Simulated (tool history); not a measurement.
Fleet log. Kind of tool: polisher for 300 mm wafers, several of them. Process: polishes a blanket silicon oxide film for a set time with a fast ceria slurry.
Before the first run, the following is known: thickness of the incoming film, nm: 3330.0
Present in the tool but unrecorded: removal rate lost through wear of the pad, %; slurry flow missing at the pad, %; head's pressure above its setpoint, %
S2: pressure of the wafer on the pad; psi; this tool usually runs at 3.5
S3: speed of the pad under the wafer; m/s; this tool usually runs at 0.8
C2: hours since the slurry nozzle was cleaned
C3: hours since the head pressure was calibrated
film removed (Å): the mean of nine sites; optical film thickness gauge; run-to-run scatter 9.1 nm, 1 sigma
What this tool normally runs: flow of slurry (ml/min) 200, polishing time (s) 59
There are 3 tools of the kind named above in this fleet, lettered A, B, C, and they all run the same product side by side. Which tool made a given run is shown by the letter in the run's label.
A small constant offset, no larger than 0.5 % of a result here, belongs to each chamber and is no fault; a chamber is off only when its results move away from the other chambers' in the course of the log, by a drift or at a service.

At hour 6.4: chamber B: worn pad replaced by a new one.
Run 1B, hour 9.4: usual settings; wafers polished on this pad 26; C2 138.6; C3 632.8. Result: film removed (Å) 7573.4.
Run 2A, hour 18.8: usual settings; wafers polished on this pad 613; C2 265.1; C3 158.9. Result: film removed (Å) 7752.5.
Run 3C, hour 31.4: usual settings; wafers polished on this pad 400; C2 258.1; C3 590.5. Result: film removed (Å) 7837.8.
Run 4A, hour 42.3: usual settings; wafers polished on this pad 822; C2 288.6; C3 182.4. Result: film removed (Å) 7606.1.
Run 5B, hour 53.4: usual settings; wafers polished on this pad 417; C2 182.6; C3 676.8. Result: film removed (Å) 7457.5.
At hour 63.9: chamber C: worn pad replaced by a new one.
Run 6C, hour 66: usual settings; wafers polished on this pad 18; C2 292.7; C3 625.1. Result: film removed (Å) 7693.8.
Run 7C, hour 76.5: usual settings; wafers polished on this pad 112; C2 303.2; C3 635.6. Result: film removed (Å) 7557.6.
Run 8B, hour 86.9: usual settings; wafers polished on this pad 715; C2 216.1; C3 710.3. Result: film removed (Å) 7469.8.
Run 9A, hour 94.9: usual settings but S2 4.5 psi, polishing time (s) 41; wafers polished on this pad 1289; C2 341.2; C3 235. Result: film removed (Å) 6847.2.
At hour 107.2: chamber B: worn pad replaced by a new one.
Run 10C, hour 108.9: usual settings but S2 4.5 psi, polishing time (s) 41; wafers polished on this pad 399; C2 335.6; C3 668. Result: film removed (Å) 6826.9.
Run 11B, hour 119.6: usual settings but S2 4.5 psi, polishing time (s) 41; wafers polished on this pad 110; C2 248.8; C3 743. Result: film removed (Å) 6806.9.
Run 12A, hour 131.5: usual settings; wafers polished on this pad 1614; C2 377.8; C3 271.6. Result: film removed (Å) 7378.7.
At hour 135.7: chamber C: worn pad replaced by a new one.
Run 13A, hour 145.2: usual settings; wafers polished on this pad 1736; C2 391.5; C3 285.3. Result: film removed (Å) 7505.3.
Run 14C, hour 158.8: usual settings; wafers polished on this pad 205; C2 385.5; C3 717.9. Result: film removed (Å) 7508.5.
Run 15B, hour 166.8: usual settings; wafers polished on this pad 530; C2 296; C3 790.2. Result: film removed (Å) 7675.2.
Run 16C, hour 180.5: usual settings; wafers polished on this pad 398; C2 407.2; C3 739.6. Result: film removed (Å) 7689.4.
Run 17A, hour 189.3: usual settings; wafers polished on this pad 2128; C2 435.6; C3 329.4. Result: film removed (Å) 7419.3.
Run 18B, hour 199.5: usual settings; wafers polished on this pad 820; C2 328.7; C3 822.9. Result: film removed (Å) 7691.1.
Run 19C, hour 206.7: usual settings but S2 4.1 psi; wafers polished on this pad 631; C2 433.4; C3 765.8. Result: film removed (Å) 8910.
At hour 212.7: chamber C: worn pad replaced by a new one.
Run 20B, hour 218.3: usual settings but S2 4.1 psi; wafers polished on this pad 987; C2 347.5; C3 841.7. Result: film removed (Å) 8814.2.
At hour 223: chamber B: worn pad replaced by a new one.
Run 21A, hour 227.3: usual settings but S2 4.1 psi; wafers polished on this pad 2466; C2 473.6; C3 367.4. Result: film removed (Å) 8665.4.
Run 22A, hour 240.6: usual settings; wafers polished on this pad 2584; C2 486.9; C3 380.7. Result: film removed (Å) 7274.2.
Run 23C, hour 253.7: usual settings; wafers polished on this pad 364; C2 480.4; C3 812.8. Result: film removed (Å) 7566.3.
Run 24B, hour 264.7: usual settings; wafers polished on this pad 371; C2 393.9; C3 888.1. Result: film removed (Å) 7586.6.
Run 25B, hour 276.7: usual settings; wafers polished on this pad 477; C2 405.9; C3 900.1. Result: film removed (Å) 7700.7.
Run 26C, hour 286.4: usual settings; wafers polished on this pad 655; C2 513.1; C3 845.5. Result: film removed (Å) 7649.
At hour 292: chamber C: worn pad replaced by a new one.
At hour 294.1: chamber A: head pressure recalibrated.
Run 27A, hour 301: usual settings; wafers polished on this pad 3121; C2 547.3; C3 6.9. Result: film removed (Å) 7084.6.
Run 28A, hour 313.5: usual settings; wafers polished on this pad 3232; C2 559.8; C3 19.4. Result: film removed (Å) 7105.5.
Run 29B, hour 323.8: usual settings but S2 4.6 psi; wafers polished on this pad 896; C2 453; C3 947.2. Result: film removed (Å) 10044.
At hour 325.3: chamber B: worn pad replaced by a new one.
Run 30C, hour 334.9: usual settings but S2 4.6 psi; wafers polished on this pad 381; C2 561.6; C3 894. Result: film removed (Å) 10173.
Run 31B, hour 346.5: usual settings but S2 4.6 psi; wafers polished on this pad 188; C2 475.7; C3 969.9. Result: film removed (Å) 9939.8.
At hour 351: chamber C: slurry nozzle cleaned.
Run 32A, hour 353.2: usual settings; wafers polished on this pad 3584; C2 599.5; C3 59.1. Result: film removed (Å) 7177.5.
At hour 356.1: chamber C: worn pad replaced by a new one.
Run 33C, hour 365.2: usual settings; wafers polished on this pad 81; C2 14.3; C3 924.3. Result: film removed (Å) 7764.3.
Run 34C, hour 376.1: usual settings but flow of slurry (ml/min) 230; wafers polished on this pad 178; C2 25.2; C3 935.2. Result: film removed (Å) 7700.2.

Does one chamber stand apart from the rest, does the shared gauge drift, or is all well apart from small per-chamber offsets? Give the chamber and the most likely cause, where there is one.

Little by little, chamber A moves away from the other chambers.
Cause: removal rate lost through wear of the pad, % = 6.97.
The log may not tell that from: slurry flow missing at the pad, %.

Below are 4 candidate recipes for chamber A's next run, each the usual settings with a change, their results shown as question marks. Which of them brings A's results back in line with what the other chambers give on the usual settings?
To be in line, a result may differ from the other chambers' mean on the usual settings by at most: film removed (Å) 320
Run 35A-1, hour 386.6: usual settings but S2 3.7 psi, S3 0.84 m/s, polishing time (s) 62. Result: film removed (Å) ?.
Run 35A-2, hour 386.6: usual settings but S3 0.82 m/s, polishing time (s) 61. Result: film removed (Å) ?.
Run 35A-3, hour 386.6: usual settings but S3 0.74 m/s, polishing time (s) 55. Result: film removed (Å) ?.
Run 35A-4, hour 386.6: usual settings but S2 3.4 psi, S3 0.78 m/s, polishing time (s) 58. Result: film removed (Å) ?.

The mean the other chambers reach with the usual settings: film removed (Å) 7595.2
  run  film removed (Å)
35A-1            8222.7
35A-2            7467.1
35A-3            6085.3
35A-4            6562.5
The right change is 35A-2: it brings the chamber back within the allowed miss of the others.
